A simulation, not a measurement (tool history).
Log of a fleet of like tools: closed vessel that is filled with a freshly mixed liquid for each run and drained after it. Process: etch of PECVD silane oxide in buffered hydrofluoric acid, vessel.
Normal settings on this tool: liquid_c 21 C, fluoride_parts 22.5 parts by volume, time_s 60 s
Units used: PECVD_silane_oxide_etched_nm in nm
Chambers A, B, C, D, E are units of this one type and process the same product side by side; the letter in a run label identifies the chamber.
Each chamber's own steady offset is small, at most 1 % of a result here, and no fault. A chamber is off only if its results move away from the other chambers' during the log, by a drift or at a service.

run   hour  liquid_c  fluoride_parts  time_s  read-back film thickness of the PECVD silane oxide reference wafer, read on the same gauge (nm)  PECVD_silane_oxide_etched_nm
 1C    8.8        21            22.5      60                                                                                           149.99                        75.758
      21.8  -- chamber A: hydrofluoric acid flow meter replaced
 2D     22        21            22.5      60                                                                                              150                        75.798
 3B   33.6        21            22.5      60                                                                                              150                        75.855
 4A   42.5        21            22.5      60                                                                                           150.01                        75.852
 5E   55.5        21            22.5      60                                                                                           150.02                        74.094
 6D   63.2        21            22.5      60                                                                                           149.96                        74.974
 7C     70        21            22.5      60                                                                                           149.99                        75.273
 8E   78.7        21            22.5      60                                                                                           150.03                        74.389
 9A   89.5        21            22.5      60                                                                                           150.02                        75.362
10B   98.5        21            22.5      60                                                                                           150.02                        75.082
     108.3  -- chamber E: hydrofluoric acid flow meter replaced
11A    109        21            22.5      60                                                                                              150                        76.253
12C  122.6        21            22.5      60                                                                                              150                        73.744
13D    130        21            22.5      60                                                                                           149.96                        76.242
14B  137.5        21            22.5      60                                                                                           149.96                        76.036
15E    146        21            22.5      60                                                                                           150.01                        75.751
16C  156.6        21            22.5      70                                                                                           150.03                        87.311
17B  163.5        21            22.5      70                                                                                           149.97                        90.527
18E    174        21            22.5      70                                                                                           150.03                        87.484
19A  182.5        21            22.5      70                                                                                           150.02                        88.603
20D  193.6        21            22.5      70                                                                                              150                        88.683
21C  206.9        21            22.5      60                                                                                           150.04                         74.66
22A  218.1        21              25      35                                                                                              150                        41.315
23E  228.3        21              25      35                                                                                           150.02                        40.665
24D    237        21              25      35                                                                                           150.03                        40.597
25B  249.3        21              25      35                                                                                           150.06                        41.923
26E  258.3        21              25      35                                                                                           149.98                        40.324
27B    267        21            22.5      60                                                                                           149.98                        79.073
28A  281.3        21            22.5      90                                                                                           150.02                        112.24
29C    293        21            22.5      90                                                                                           150.02                        111.96
30D  300.8        21            22.5      90                                                                                           149.96                        113.01
31B    315        21            22.5      90                                                                                           150.03                        117.12
32C  323.2        21            22.5      90                                                                                           149.99                        111.61
33A  332.5        21            22.5      60                                                                                           149.97                        74.985
     340.9  -- chamber A: thermometer replaced
34D    347        21            22.5      60                                                                                           149.99                        76.189
35E    361        21            22.5      60                                                                                           150.02                        75.785
36D  374.2        21            22.5      60                                                                                           149.98                        75.985
37E  383.8        21            22.5      60                                                                                           149.99                        74.649
38C  397.2        21            22.5      60                                                                                           149.99                        74.305
39B  408.5        21            22.5      60                                                                                           150.01                        79.103
40A  418.6        21            22.5      60                                                                                           150.04                        75.069
41D  429.2        21            22.5      60                                                                                           150.02                        74.747

Next, every chamber runs the same settings. What will each give?
42A  440.2        21              30      60                                                                                                                              ?
42B  440.2        21              30      60                                                                                                                              ?
42C  440.2        21              30      60                                                                                                                              ?
42D  440.2        21              30      60                                                                                                                              ?
42E  440.2        21              30      60                                                                                                                              ?

run  PECVD_silane_oxide_etched_nm
42A                        61.169
42B                        65.679
42C                         60.89
42D                        60.875
42E                        61.692
